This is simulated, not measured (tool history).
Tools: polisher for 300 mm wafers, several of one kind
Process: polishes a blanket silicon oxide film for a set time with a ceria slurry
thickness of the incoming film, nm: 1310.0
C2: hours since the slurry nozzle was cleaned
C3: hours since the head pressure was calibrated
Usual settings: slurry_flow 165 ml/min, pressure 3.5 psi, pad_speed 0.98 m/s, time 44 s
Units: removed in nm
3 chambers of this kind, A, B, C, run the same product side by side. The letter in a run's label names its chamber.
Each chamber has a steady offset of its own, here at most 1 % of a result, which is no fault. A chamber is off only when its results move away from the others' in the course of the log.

{"run": "1C", "day": 0.588, "slurry_flow": 165, "pressure": 3.5, "pad_speed": 0.98, "time": 44, "wafers polished on this pad": 482, "C2": 125, "C3": 115.4, "removed": 213.1}
{"run": "2A", "day": 1.104, "slurry_flow": 165, "pressure": 3.5, "pad_speed": 0.98, "time": 44, "wafers polished on this pad": 896, "C2": 97.8, "C3": 764.7, "removed": 214.31}
{"day": 1.667, "done": "chamber C: worn pad replaced by a new one"}
{"run": "3B", "day": 1.708, "slurry_flow": 165, "pressure": 3.5, "pad_speed": 0.98, "time": 44, "wafers polished on this pad": 1010, "C2": 287.2, "C3": 293.4, "removed": 212.99}
{"day": 1.912, "done": "chamber B: slurry nozzle cleaned"}
{"day": 2.062, "done": "chamber B: worn pad replaced by a new one"}
{"run": "4A", "day": 2.192, "slurry_flow": 165, "pressure": 3.5, "pad_speed": 0.98, "time": 44, "wafers polished on this pad": 1301, "C2": 123.9, "C3": 790.8, "removed": 213.09}
{"run": "5C", "day": 2.517, "slurry_flow": 165, "pressure": 3.5, "pad_speed": 0.98, "time": 44, "wafers polished on this pad": 316, "C2": 171.3, "C3": 161.7, "removed": 215.44}
{"run": "6B", "day": 3.038, "slurry_flow": 165, "pressure": 3.5, "pad_speed": 0.98, "time": 44, "wafers polished on this pad": 363, "C2": 27.1, "C3": 325.3, "removed": 215.51}
{"run": "7B", "day": 3.438, "slurry_flow": 165, "pressure": 3.5, "pad_speed": 0.98, "time": 44, "wafers polished on this pad": 512, "C2": 36.7, "C3": 334.9, "removed": 214.9}
{"run": "8C", "day": 4.079, "slurry_flow": 165, "pressure": 3.5, "pad_speed": 0.98, "time": 44, "wafers polished on this pad": 899, "C2": 208.8, "C3": 199.2, "removed": 213.86}
{"run": "9A", "day": 4.404, "slurry_flow": 165, "pressure": 3.5, "pad_speed": 0.98, "time": 44, "wafers polished on this pad": 2126, "C2": 177, "C3": 843.9, "removed": 209.28}
{"day": 4.458, "done": "chamber C: worn pad replaced by a new one"}
{"day": 4.704, "done": "chamber B: worn pad replaced by a new one"}
{"run": "10C", "day": 4.892, "slurry_flow": 125, "pressure": 3.5, "pad_speed": 0.98, "time": 44, "wafers polished on this pad": 162, "C2": 228.3, "C3": 218.7, "removed": 202.61}
{"run": "11A", "day": 5.317, "slurry_flow": 125, "pressure": 3.5, "pad_speed": 0.98, "time": 44, "wafers polished on this pad": 2466, "C2": 198.9, "C3": 865.8, "removed": 199.1}
{"run": "12B", "day": 5.679, "slurry_flow": 125, "pressure": 3.5, "pad_speed": 0.98, "time": 44, "wafers polished on this pad": 363, "C2": 90.5, "C3": 388.7, "removed": 203.28}
{"run": "13A", "day": 6.204, "slurry_flow": 165, "pressure": 3.5, "pad_speed": 0.98, "time": 44, "wafers polished on this pad": 2796, "C2": 220.2, "C3": 887.1, "removed": 207.41}
{"day": 6.646, "done": "chamber C: worn pad replaced by a new one"}
{"run": "14B", "day": 6.758, "slurry_flow": 165, "pressure": 3.5, "pad_speed": 0.98, "time": 44, "wafers polished on this pad": 766, "C2": 116.4, "C3": 414.6, "removed": 216.41}
{"day": 7.067, "done": "chamber C: head pressure recalibrated"}
{"run": "15C", "day": 7.117, "slurry_flow": 165, "pressure": 3.5, "pad_speed": 0.98, "time": 44, "wafers polished on this pad": 175, "C2": 281.7, "C3": 1.3, "removed": 211.96}
{"day": 7.362, "done": "chamber B: worn pad replaced by a new one"}
{"run": "16C", "day": 7.65, "slurry_flow": 165, "pressure": 3.5, "pad_speed": 0.98, "time": 44, "wafers polished on this pad": 374, "C2": 294.5, "C3": 14.1, "removed": 213.48}
{"run": "17B", "day": 8.042, "slurry_flow": 165, "pressure": 3.5, "pad_speed": 0.98, "time": 44, "wafers polished on this pad": 254, "C2": 147.2, "C3": 445.4, "removed": 214.88}
{"run": "18A", "day": 8.704, "slurry_flow": 165, "pressure": 3.5, "pad_speed": 0.98, "time": 44, "wafers polished on this pad": 3728, "C2": 280.2, "C3": 947.1, "removed": 205.1}
{"day": 8.904, "done": "chamber C: worn pad replaced by a new one"}
{"day": 9.004, "done": "chamber A: head pressure recalibrated"}
{"run": "19C", "day": 9.304, "slurry_flow": 165, "pressure": 3.5, "pad_speed": 0.98, "time": 44, "wafers polished on this pad": 150, "C2": 334.2, "C3": 53.8, "removed": 215}
{"run": "20A", "day": 9.712, "slurry_flow": 165, "pressure": 3.5, "pad_speed": 0.98, "time": 44, "wafers polished on this pad": 4104, "C2": 304.4, "C3": 17.1, "removed": 201.96}
{"run": "21B", "day": 10.225, "slurry_flow": 165, "pressure": 3.5, "pad_speed": 0.98, "time": 44, "wafers polished on this pad": 1067, "C2": 199.6, "C3": 497.8, "removed": 216}
{"day": 10.292, "done": "chamber B: worn pad replaced by a new one"}
{"run": "22A", "day": 10.846, "slurry_flow": 165, "pressure": 3.5, "pad_speed": 0.98, "time": 44, "wafers polished on this pad": 4526, "C2": 331.6, "C3": 44.3, "removed": 202.25}
{"day": 11.271, "done": "chamber C: worn pad replaced by a new one"}
{"run": "23C", "day": 11.483, "slurry_flow": 165, "pressure": 2.4, "pad_speed": 0.98, "time": 39, "wafers polished on this pad": 80, "C2": 386.5, "C3": 106.1, "removed": 130.42}
{"run": "24B", "day": 11.983, "slurry_flow": 165, "pressure": 2.4, "pad_speed": 0.98, "time": 39, "wafers polished on this pad": 631, "C2": 241.8, "C3": 540, "removed": 131.3}
{"run": "25C", "day": 12.596, "slurry_flow": 165, "pressure": 2.4, "pad_speed": 0.98, "time": 39, "wafers polished on this pad": 494, "C2": 413.2, "C3": 132.8, "removed": 128.29}

Is one chamber off against the others, does the gauge drift, or is nothing wrong? If a chamber is off, say which, and what the likeliest cause is.

Chamber A drifts away from the others.
Cause: removal rate lost through wear of the pad, % = 7.84.
The log may not tell that from: slurry flow missing at the pad, %.

Here are 4 candidates for chamber A's next run, each the usual settings with a change, their results left as question marks. Which one brings its results back in line with what the others give on the usual settings?
In line means no further than this from the other chambers' mean on the usual settings: removed 6.5 nm
{"run": "26A-1", "day": 13.083, "slurry_flow": 165, "pressure": 3.5, "pad_speed": 0.94, "time": 42, "removed": "?"}
{"run": "26A-2", "day": 13.083, "slurry_flow": 160, "pressure": 3.5, "pad_speed": 0.86, "time": 44, "removed": "?"}
{"run": "26A-3", "day": 13.083, "slurry_flow": 165, "pressure": 3.7, "pad_speed": 1.02, "time": 46, "removed": "?"}
{"run": "26A-4", "day": 13.083, "slurry_flow": 165, "pressure": 3.5, "pad_speed": 1.02, "time": 46, "removed": "?"}

The other chambers' mean on the usual settings: removed 214.12 nm
run=26A-1 removed=180.46
run=26A-2 removed=171.87
run=26A-3 removed=226.95
run=26A-4 removed=214.73
26A-4 brings the chamber back in line.
